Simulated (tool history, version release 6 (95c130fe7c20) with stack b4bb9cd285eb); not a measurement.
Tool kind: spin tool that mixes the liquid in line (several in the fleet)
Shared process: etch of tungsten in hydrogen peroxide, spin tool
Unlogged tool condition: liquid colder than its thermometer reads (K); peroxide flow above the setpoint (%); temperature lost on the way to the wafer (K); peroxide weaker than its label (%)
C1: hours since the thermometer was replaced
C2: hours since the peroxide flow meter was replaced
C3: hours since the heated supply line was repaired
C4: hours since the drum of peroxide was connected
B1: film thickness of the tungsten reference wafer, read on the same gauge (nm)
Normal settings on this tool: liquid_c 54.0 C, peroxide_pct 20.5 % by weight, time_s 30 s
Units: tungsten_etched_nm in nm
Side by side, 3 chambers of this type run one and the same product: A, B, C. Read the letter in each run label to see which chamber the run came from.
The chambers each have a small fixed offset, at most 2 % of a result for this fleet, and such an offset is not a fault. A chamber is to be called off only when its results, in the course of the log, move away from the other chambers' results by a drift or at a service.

run 1B hour=9.6 | liquid_c=54.0 peroxide_pct=20.5 time_s=30 | C1=21.2 C2=675.7 C3=1956.0 C4=366.0 | B1=69.986 | tungsten_etched_nm=55.074
run 2A hour=18.0 | liquid_c=54.0 peroxide_pct=20.5 time_s=30 | C1=2017.0 C2=1700.6 C3=1156.2 C4=510.6 | B1=70.008 | tungsten_etched_nm=55.313
run 3C hour=27.2 | liquid_c=54.0 peroxide_pct=20.5 time_s=30 | C1=836.9 C2=440.7 C3=256.0 C4=285.4 | B1=70.012 | tungsten_etched_nm=54.934
run 4A hour=37.6 | liquid_c=54.0 peroxide_pct=20.5 time_s=30 | C1=2036.6 C2=1720.2 C3=1175.8 C4=530.2 | B1=70.022 | tungsten_etched_nm=54.828
run 5C hour=45.6 | liquid_c=54.0 peroxide_pct=20.5 time_s=30 | C1=855.3 C2=459.1 C3=274.4 C4=303.8 | B1=70.009 | tungsten_etched_nm=56.045
run 6B hour=56.5 | liquid_c=54.0 peroxide_pct=20.5 time_s=30 | C1=68.1 C2=722.6 C3=2002.9 C4=412.9 | B1=69.985 | tungsten_etched_nm=55.301
run 7C hour=69.1 | liquid_c=54.0 peroxide_pct=20.5 time_s=30 | C1=878.8 C2=482.6 C3=297.9 C4=327.3 | B1=69.997 | tungsten_etched_nm=54.805
run 8B hour=83.6 | liquid_c=54.0 peroxide_pct=20.5 time_s=30 | C1=95.2 C2=749.7 C3=2030.0 C4=440.0 | B1=69.985 | tungsten_etched_nm=56.057
run 9A hour=91.5 | liquid_c=54.0 peroxide_pct=20.5 time_s=30 | C1=2090.5 C2=1774.1 C3=1229.7 C4=584.1 | B1=69.993 | tungsten_etched_nm=54.686
run 10C hour=106.6 | liquid_c=54.0 peroxide_pct=20.5 time_s=30 | C1=916.3 C2=520.1 C3=335.4 C4=364.8 | B1=70.013 | tungsten_etched_nm=55.155
run 11A hour=122.4 | liquid_c=54.0 peroxide_pct=20.5 time_s=30 | C1=2121.4 C2=1805.0 C3=1260.6 C4=615.0 | B1=69.983 | tungsten_etched_nm=54.384
run 12B hour=135.2 | liquid_c=54.0 peroxide_pct=20.5 time_s=30 | C1=146.8 C2=801.3 C3=2081.6 C4=491.6 | B1=69.997 | tungsten_etched_nm=55.388
run 13B hour=150.4 | liquid_c=54.0 peroxide_pct=20.5 time_s=30 | C1=162.0 C2=816.5 C3=2096.8 C4=506.8 | B1=69.972 | tungsten_etched_nm=54.467
run 14A hour=163.3 | liquid_c=48.0 peroxide_pct=20.5 time_s=45 | C1=2162.3 C2=1845.9 C3=1301.5 C4=655.9 | B1=69.994 | tungsten_etched_nm=56.746
run 15C hour=178.1 | liquid_c=48.0 peroxide_pct=20.5 time_s=45 | C1=987.8 C2=591.6 C3=406.9 C4=436.3 | B1=70.005 | tungsten_etched_nm=56.417
run 16A hour=191.8 | liquid_c=48.0 peroxide_pct=20.5 time_s=45 | C1=2190.8 C2=1874.4 C3=1330.0 C4=684.4 | B1=70.010 | tungsten_etched_nm=57.375
run 17B hour=199.4 | liquid_c=54.0 peroxide_pct=20.5 time_s=30 | C1=211.0 C2=865.5 C3=2145.8 C4=555.8 | B1=69.996 | tungsten_etched_nm=54.800
run 18C hour=206.5 | liquid_c=54.0 peroxide_pct=20.5 time_s=30 | C1=1016.2 C2=620.0 C3=435.3 C4=464.7 | B1=70.014 | tungsten_etched_nm=54.331
-- hour=222.4 chamber A: thermometer replaced
run 19A hour=222.7 | liquid_c=54.0 peroxide_pct=20.5 time_s=30 | C1=0.4 C2=1905.3 C3=1360.9 C4=715.3 | B1=70.005 | tungsten_etched_nm=54.998
run 20C hour=238.3 | liquid_c=54.0 peroxide_pct=20.5 time_s=30 | C1=1048.0 C2=651.8 C3=467.1 C4=496.5 | B1=69.999 | tungsten_etched_nm=53.693
run 21B hour=249.6 | liquid_c=54.0 peroxide_pct=20.5 time_s=30 | C1=261.2 C2=915.7 C3=2196.0 C4=606.0 | B1=69.993 | tungsten_etched_nm=55.593
-- hour=250.4 chamber B: peroxide flow meter replaced
run 22A hour=262.4 | liquid_c=54.0 peroxide_pct=20.5 time_s=30 | C1=40.1 C2=1945.0 C3=1400.6 C4=755.0 | B1=70.011 | tungsten_etched_nm=54.669
run 23C hour=278.6 | liquid_c=48.0 peroxide_pct=20.5 time_s=30 | C1=1088.3 C2=692.1 C3=507.4 C4=536.8 | B1=70.003 | tungsten_etched_nm=36.981
run 24B hour=292.0 | liquid_c=48.0 peroxide_pct=20.5 time_s=30 | C1=303.6 C2=41.6 C3=2238.4 C4=648.4 | B1=69.998 | tungsten_etched_nm=37.947
run 25C hour=302.5 | liquid_c=48.0 peroxide_pct=20.5 time_s=30 | C1=1112.2 C2=716.0 C3=531.3 C4=560.7 | B1=70.019 | tungsten_etched_nm=37.436
run 26A hour=310.1 | liquid_c=54.0 peroxide_pct=20.5 time_s=30 | C1=87.8 C2=1992.7 C3=1448.3 C4=802.7 | B1=69.990 | tungsten_etched_nm=54.977
run 27B hour=326.5 | liquid_c=54.0 peroxide_pct=20.5 time_s=30 | C1=338.1 C2=76.1 C3=2272.9 C4=682.9 | B1=69.997 | tungsten_etched_nm=55.257
run 28C hour=340.1 | liquid_c=54.0 peroxide_pct=20.5 time_s=30 | C1=1149.8 C2=753.6 C3=568.9 C4=598.3 | B1=70.008 | tungsten_etched_nm=53.744
run 29A hour=353.7 | liquid_c=54.0 peroxide_pct=20.5 time_s=30 | C1=131.4 C2=2036.3 C3=1491.9 C4=846.3 | B1=69.998 | tungsten_etched_nm=55.056
run 30B hour=366.8 | liquid_c=54.0 peroxide_pct=20.5 time_s=30 | C1=378.4 C2=116.4 C3=2313.2 C4=723.2 | B1=69.999 | tungsten_etched_nm=55.218
-- hour=372.8 chamber A: new drum of peroxide connected
run 31B hour=375.9 | liquid_c=54.0 peroxide_pct=20.5 time_s=30 | C1=387.5 C2=125.5 C3=2322.3 C4=732.3 | B1=69.985 | tungsten_etched_nm=55.036
run 32A hour=386.3 | liquid_c=54.0 peroxide_pct=20.5 time_s=30 | C1=164.0 C2=2068.9 C3=1524.5 C4=13.5 | B1=69.985 | tungsten_etched_nm=55.041
run 33C hour=399.4 | liquid_c=54.0 peroxide_pct=20.5 time_s=30 | C1=1209.1 C2=812.9 C3=628.2 C4=657.6 | B1=69.998 | tungsten_etched_nm=53.465
run 34A hour=415.5 | liquid_c=45.5 peroxide_pct=20.5 time_s=45 | C1=193.2 C2=2098.1 C3=1553.7 C4=42.7 | B1=70.011 | tungsten_etched_nm=48.956
run 35C hour=427.2 | liquid_c=45.5 peroxide_pct=20.5 time_s=45 | C1=1236.9 C2=840.7 C3=656.0 C4=685.4 | B1=70.013 | tungsten_etched_nm=46.887
-- hour=440.0 chamber C: heated supply line repaired
run 36B hour=443.1 | liquid_c=45.5 peroxide_pct=20.5 time_s=45 | C1=454.7 C2=192.7 C3=2389.5 C4=799.5 | B1=70.007 | tungsten_etched_nm=49.653
run 37C hour=458.8 | liquid_c=54.0 peroxide_pct=20.5 time_s=30 | C1=1268.5 C2=872.3 C3=18.9 C4=717.0 | B1=70.011 | tungsten_etched_nm=53.090
run 38A hour=467.7 | liquid_c=54.0 peroxide_pct=20.5 time_s=30 | C1=245.4 C2=2150.3 C3=1605.9 C4=94.9 | B1=70.011 | tungsten_etched_nm=55.618
run 39B hour=478.2 | liquid_c=54.0 peroxide_pct=20.5 time_s=30 | C1=489.8 C2=227.8 C3=2424.6 C4=834.6 | B1=70.001 | tungsten_etched_nm=54.983
run 40B hour=488.3 | liquid_c=50.5 peroxide_pct=20.5 time_s=30 | C1=499.9 C2=237.9 C3=2434.7 C4=844.7 | B1=69.998 | tungsten_etched_nm=44.771
run 41A hour=503.1 | liquid_c=50.5 peroxide_pct=20.5 time_s=30 | C1=280.8 C2=2185.7 C3=1641.3 C4=130.3 | B1=69.998 | tungsten_etched_nm=44.477
run 42C hour=515.4 | liquid_c=50.5 peroxide_pct=20.5 time_s=30 | C1=1325.1 C2=928.9 C3=75.5 C4=773.6 | B1=69.988 | tungsten_etched_nm=42.453
run 43C hour=526.4 | liquid_c=54.0 peroxide_pct=20.5 time_s=30 | C1=1336.1 C2=939.9 C3=86.5 C4=784.6 | B1=69.990 | tungsten_etched_nm=51.702
run 44B hour=540.9 | liquid_c=54.0 peroxide_pct=20.5 time_s=30 | C1=552.5 C2=290.5 C3=2487.3 C4=897.3 | B1=70.024 | tungsten_etched_nm=54.960

Read the log: is a single chamber off, either drifting away or since a service, is the gauge that measures every chamber drifting, or is nothing wrong beyond small per-chamber offsets? Name any odd chamber and what most likely caused it.

Chamber C drifts away from the others.
Likeliest cause: liquid colder than its thermometer reads (K) = 0.926.
Not necessarily distinguishable in this log from: peroxide flow below the setpoint (%).

Below are 4 candidate recipes for chamber C's next run, each the usual settings with a change, their results shown as question marks. Which of them brings C's results back in line with what the other chambers give on the usual settings?
Counts as in line when no further than this from what the other chambers average on the usual settings: tungsten_etched_nm 1.300 nm
run 45C-1 hour=552.8 | liquid_c=52.5 peroxide_pct=20.5 time_s=30 | tungsten_etched_nm=?
run 45C-2 hour=552.8 | liquid_c=53.0 peroxide_pct=20.5 time_s=30 | tungsten_etched_nm=?
run 45C-3 hour=552.8 | liquid_c=55.5 peroxide_pct=20.5 time_s=30 | tungsten_etched_nm=?
run 45C-4 hour=552.8 | liquid_c=55.0 peroxide_pct=20.5 time_s=30 | tungsten_etched_nm=?

Mean of the other chambers on the usual settings: tungsten_etched_nm 55.006 nm
run=45C-1 tungsten_etched_nm=47.372
run=45C-2 tungsten_etched_nm=48.855
run=45C-3 tungsten_etched_nm=56.880
run=45C-4 tungsten_etched_nm=55.180
The answer is 45C-4, which returns the chamber to within the allowed miss of the others.
